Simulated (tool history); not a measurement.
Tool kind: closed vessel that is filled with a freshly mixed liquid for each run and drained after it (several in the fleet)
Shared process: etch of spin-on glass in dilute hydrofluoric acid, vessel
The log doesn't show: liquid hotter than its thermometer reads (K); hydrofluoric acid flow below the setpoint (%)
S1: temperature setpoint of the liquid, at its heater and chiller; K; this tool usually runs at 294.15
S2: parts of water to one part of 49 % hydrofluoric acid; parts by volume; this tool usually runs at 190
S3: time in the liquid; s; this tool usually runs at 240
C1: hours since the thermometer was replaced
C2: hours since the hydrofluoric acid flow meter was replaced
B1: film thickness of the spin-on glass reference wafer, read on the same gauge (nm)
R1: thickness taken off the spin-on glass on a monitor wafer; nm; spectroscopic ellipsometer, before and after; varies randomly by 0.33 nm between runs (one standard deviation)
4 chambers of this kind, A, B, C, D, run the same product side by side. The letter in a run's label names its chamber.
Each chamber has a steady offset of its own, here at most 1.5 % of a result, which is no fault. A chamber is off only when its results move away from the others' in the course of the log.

-- hour=2.6 chamber D: hydrofluoric acid flow meter replaced
run 1D hour=5.6 | S1=294.15 S2=190 S3=240 | C1=107.8 C2=3.1 | B1=69.948 | R1=43.339
run 2A hour=11.4 | S1=294.15 S2=190 S3=240 | C1=1142 C2=84.1 | B1=69.965 | R1=43.413
run 3B hour=16.3 | S1=294.15 S2=190 S3=240 | C1=879.9 C2=937.9 | B1=69.97 | R1=42.993
run 4C hour=22.3 | S1=294.15 S2=190 S3=240 | C1=802.8 C2=811 | B1=70.025 | R1=42.941
run 5D hour=28.3 | S1=294.15 S2=190 S3=240 | C1=130.5 C2=25.8 | B1=70.004 | R1=43.379
run 6C hour=31.8 | S1=294.15 S2=190 S3=240 | C1=812.3 C2=820.5 | B1=70.021 | R1=43.403
run 7A hour=38.1 | S1=294.15 S2=190 S3=240 | C1=1168.7 C2=110.8 | B1=69.978 | R1=43.828
run 8B hour=41.5 | S1=294.15 S2=190 S3=240 | C1=905.1 C2=963.1 | B1=69.971 | R1=43.571
run 9A hour=45.8 | S1=294.15 S2=190 S3=240 | C1=1176.4 C2=118.5 | B1=70.003 | R1=43.762
run 10D hour=49.9 | S1=294.15 S2=190 S3=240 | C1=152.1 C2=47.4 | B1=70.007 | R1=42.749
run 11B hour=54.6 | S1=294.15 S2=190 S3=240 | C1=918.2 C2=976.2 | B1=69.995 | R1=42.662
run 12C hour=60.6 | S1=294.15 S2=190 S3=240 | C1=841.1 C2=849.3 | B1=70.013 | R1=43.729
run 13C hour=65.9 | S1=294.15 S2=190 S3=240 | C1=846.4 C2=854.6 | B1=70.027 | R1=43.641
run 14D hour=71.9 | S1=294.15 S2=190 S3=240 | C1=174.1 C2=69.4 | B1=69.991 | R1=43.121
run 15A hour=78.4 | S1=294.15 S2=190 S3=240 | C1=1209 C2=151.1 | B1=69.972 | R1=43.951
run 16B hour=83.9 | S1=294.15 S2=190 S3=240 | C1=947.5 C2=1005.5 | B1=69.999 | R1=41.851
run 17A hour=87.7 | S1=294.15 S2=190 S3=240 | C1=1218.3 C2=160.4 | B1=69.983 | R1=44.091
run 18C hour=92.9 | S1=294.15 S2=190 S3=240 | C1=873.4 C2=881.6 | B1=69.998 | R1=43.343
run 19B hour=97.7 | S1=294.15 S2=190 S3=240 | C1=961.3 C2=1019.3 | B1=70.038 | R1=40.341
run 20D hour=102.2 | S1=290.65 S2=255 S3=240 | C1=204.4 C2=99.7 | B1=69.99 | R1=26.364
run 21D hour=108 | S1=290.65 S2=255 S3=240 | C1=210.2 C2=105.5 | B1=69.99 | R1=26.177
run 22C hour=113.4 | S1=290.65 S2=255 S3=240 | C1=893.9 C2=902.1 | B1=70.03 | R1=26.655
run 23A hour=116.9 | S1=290.65 S2=255 S3=240 | C1=1247.5 C2=189.6 | B1=69.946 | R1=27.097
run 24B hour=122 | S1=297.65 S2=270 S3=240 | C1=985.6 C2=1043.6 | B1=69.978 | R1=29.54
run 25A hour=125.5 | S1=297.65 S2=270 S3=240 | C1=1256.1 C2=198.2 | B1=70.022 | R1=32.121

Is one chamber off against the others, does the gauge drift, or is nothing wrong? If a chamber is off, say which, and what the likeliest cause is.

It is chamber B that slowly wanders off from its peers.
Most likely cause: hydrofluoric acid flow below the setpoint (%) = 6.92.
Not necessarily distinguishable in this log from: liquid colder than its thermometer reads (K).

Here are 4 candidates for chamber B's next run, each the usual settings with a change, their results left as question marks. Which one brings its results back in line with what the others give on the usual settings?
In-line tolerance around the mean of the other chambers on the usual settings: R1 1.2 nm
run 26B-1 hour=130.3 | S1=294.15 S2=190 S3=280 | R1=?
run 26B-2 hour=130.3 | S1=294.15 S2=185 S3=250 | R1=?
run 26B-3 hour=130.3 | S1=294.15 S2=205 S3=240 | R1=?
run 26B-4 hour=130.3 | S1=294.15 S2=200 S3=220 | R1=?

On the usual settings, the other chambers give on average: R1 43.363 nm
run=26B-1 R1=46.403
run=26B-2 R1=42.78
run=26B-3 R1=36.286
run=26B-4 R1=34.273
It is 26B-2 that realigns the chamber with its peers.
